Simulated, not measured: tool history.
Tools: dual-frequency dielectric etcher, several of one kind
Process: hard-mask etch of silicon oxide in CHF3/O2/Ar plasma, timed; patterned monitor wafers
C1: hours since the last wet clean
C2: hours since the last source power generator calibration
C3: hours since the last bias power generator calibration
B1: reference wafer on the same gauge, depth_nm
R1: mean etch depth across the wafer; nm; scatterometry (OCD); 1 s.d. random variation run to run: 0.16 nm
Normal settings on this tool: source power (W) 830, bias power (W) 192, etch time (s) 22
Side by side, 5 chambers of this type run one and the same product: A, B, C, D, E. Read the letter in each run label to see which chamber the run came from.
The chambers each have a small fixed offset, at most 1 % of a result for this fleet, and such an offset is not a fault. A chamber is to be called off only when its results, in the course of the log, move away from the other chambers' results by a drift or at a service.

Run 1C, hour 9.5: usual settings; C1 127.2; C2 271.7; C3 1313.5; B1 55.508. Result: R1 50.254 nm.
Run 2B, hour 16.1: usual settings; C1 220.5; C2 1700.3; C3 3514.3; B1 55.489. Result: R1 50.715 nm.
Run 3D, hour 25.8: usual settings; C1 399.1; C2 3251.9; C3 521; B1 55.5. Result: R1 50.64 nm.
Run 4E, hour 33.5: usual settings; C1 403.5; C2 104.4; C3 1051; B1 55.489. Result: R1 50.454 nm.
At hour 37: chamber A: wet clean of the chamber.
Run 5A, hour 43.6: usual settings; C1 6.6; C2 2119.6; C3 520.3; B1 55.484. Result: R1 50.015 nm.
Run 6A, hour 50.9: usual settings; C1 13.9; C2 2126.9; C3 527.6; B1 55.508. Result: R1 50.043 nm.
Run 7C, hour 59.7: usual settings; C1 177.4; C2 321.9; C3 1363.7; B1 55.493. Result: R1 50.453 nm.
Run 8B, hour 69.5: usual settings; C1 273.9; C2 1753.7; C3 3567.7; B1 55.47. Result: R1 50.657 nm.
Run 9E, hour 78.2: usual settings; C1 448.2; C2 149.1; C3 1095.7; B1 55.502. Result: R1 50.111 nm.
Run 10D, hour 82.8: usual settings; C1 456.1; C2 3308.9; C3 578; B1 55.451. Result: R1 50.221 nm.
Run 11E, hour 92.2: usual settings; C1 462.2; C2 163.1; C3 1109.7; B1 55.527. Result: R1 50.436 nm.
Run 12A, hour 97.9: usual settings; C1 60.9; C2 2173.9; C3 574.6; B1 55.526. Result: R1 50.067 nm.
Run 13B, hour 103.4: usual settings; C1 307.8; C2 1787.6; C3 3601.6; B1 55.469. Result: R1 50.159 nm.
Run 14D, hour 111: usual settings; C1 484.3; C2 3337.1; C3 606.2; B1 55.533. Result: R1 50.221 nm.
Run 15C, hour 117.2: usual settings but bias power (W) 213; C1 234.9; C2 379.4; C3 1421.2; B1 55.492. Result: R1 51.982 nm.
Run 16B, hour 122.7: usual settings but bias power (W) 213; C1 327.1; C2 1806.9; C3 3620.9; B1 55.497. Result: R1 51.924 nm.
Run 17D, hour 129.8: usual settings but bias power (W) 213; C1 503.1; C2 3355.9; C3 625; B1 55.508. Result: R1 52.073 nm.
Run 18E, hour 139.9: usual settings but bias power (W) 213; C1 509.9; C2 210.8; C3 1157.4; B1 55.529. Result: R1 52.093 nm.
Run 19A, hour 146.3: usual settings but bias power (W) 213; C1 109.3; C2 2222.3; C3 623; B1 55.546. Result: R1 51.609 nm.
At hour 146.6: chamber E: wet clean of the chamber.
At hour 148.5: chamber D: wet clean of the chamber.
Run 20C, hour 155.8: usual settings; C1 273.5; C2 418; C3 1459.8; B1 55.519. Result: R1 50.185 nm.
Run 21B, hour 161.3: usual settings; C1 365.7; C2 1845.5; C3 3659.5; B1 55.508. Result: R1 50.5 nm.
Run 22C, hour 168.8: usual settings; C1 286.5; C2 431; C3 1472.8; B1 55.511. Result: R1 50.385 nm.
Run 23D, hour 176.5: usual settings; C1 28.1; C2 3402.6; C3 671.7; B1 55.456. Result: R1 49.943 nm.
Run 24A, hour 185.6: usual settings; C1 148.6; C2 2261.6; C3 662.3; B1 55.459. Result: R1 49.954 nm.
At hour 192.1: chamber B: wet clean of the chamber.
Run 25E, hour 195.3: usual settings; C1 48.7; C2 266.2; C3 1212.8; B1 55.487. Result: R1 50.512 nm.
Run 26A, hour 203.4: usual settings but source power (W) 680, etch time (s) 17; C1 166.4; C2 2279.4; C3 680.1; B1 55.505. Result: R1 35.825 nm.
At hour 205.3: chamber D: source power generator calibrated.
Run 27B, hour 211.8: usual settings but source power (W) 680, etch time (s) 17; C1 19.8; C2 1896; C3 3710; B1 55.495. Result: R1 34.961 nm.
Run 28C, hour 219.8: usual settings but source power (W) 680, etch time (s) 17; C1 337.5; C2 482; C3 1523.8; B1 55.511. Result: R1 36.051 nm.
Run 29D, hour 229.6: usual settings but source power (W) 680, etch time (s) 17; C1 81.2; C2 24.3; C3 724.8; B1 55.495. Result: R1 36.154 nm.
Run 30E, hour 238.1: usual settings but source power (W) 680, etch time (s) 17; C1 91.5; C2 309; C3 1255.6; B1 55.478. Result: R1 36.132 nm.
Run 31D, hour 244.1: usual settings; C1 95.7; C2 38.8; C3 739.3; B1 55.493. Result: R1 50.476 nm.
Run 32B, hour 251.9: usual settings but bias power (W) 167; C1 59.9; C2 1936.1; C3 3750.1; B1 55.481. Result: R1 46.839 nm.
Run 33E, hour 258.6: usual settings but bias power (W) 167; C1 112; C2 329.5; C3 1276.1; B1 55.444. Result: R1 48.009 nm.
Run 34A, hour 264.7: usual settings but bias power (W) 167; C1 227.7; C2 2340.7; C3 741.4; B1 55.498. Result: R1 47.854 nm.
Run 35C, hour 274.3: usual settings but bias power (W) 167; C1 392; C2 536.5; C3 1578.3; B1 55.507. Result: R1 47.786 nm.
Run 36C, hour 280.7: usual settings but bias power (W) 167; C1 398.4; C2 542.9; C3 1584.7; B1 55.524. Result: R1 48.044 nm.
Run 37D, hour 285.2: usual settings; C1 136.8; C2 79.9; C3 780.4; B1 55.486. Result: R1 50.706 nm.
Run 38B, hour 291.3: usual settings; C1 99.3; C2 1975.5; C3 3789.5; B1 55.517. Result: R1 48.994 nm.
Run 39A, hour 296.4: usual settings; C1 259.4; C2 2372.4; C3 773.1; B1 55.542. Result: R1 49.763 nm.
Run 40E, hour 306.2: usual settings; C1 159.6; C2 377.1; C3 1323.7; B1 55.485. Result: R1 50.582 nm.
Run 41A, hour 313.3: usual settings; C1 276.3; C2 2389.3; C3 790; B1 55.466. Result: R1 49.94 nm.
Run 42D, hour 318.3: usual settings; C1 169.9; C2 113; C3 813.5; B1 55.485. Result: R1 50.472 nm.
Run 43B, hour 327.5: usual settings; C1 135.5; C2 2011.7; C3 3825.7; B1 55.534. Result: R1 49.041 nm.

Predict what each chamber gives when all 5 of them run the settings below next.
Run 44A, hour 334.9: usual settings but source power (W) 990. Result: R1 ?.
Run 44B, hour 334.9: usual settings but source power (W) 990. Result: R1 ?.
Run 44C, hour 334.9: usual settings but source power (W) 990. Result: R1 ?.
Run 44D, hour 334.9: usual settings but source power (W) 990. Result: R1 ?.
Run 44E, hour 334.9: usual settings but source power (W) 990. Result: R1 ?.

run      R1
44A  53.252
44B  52.412
44C  53.869
44D  53.631
44E  53.776

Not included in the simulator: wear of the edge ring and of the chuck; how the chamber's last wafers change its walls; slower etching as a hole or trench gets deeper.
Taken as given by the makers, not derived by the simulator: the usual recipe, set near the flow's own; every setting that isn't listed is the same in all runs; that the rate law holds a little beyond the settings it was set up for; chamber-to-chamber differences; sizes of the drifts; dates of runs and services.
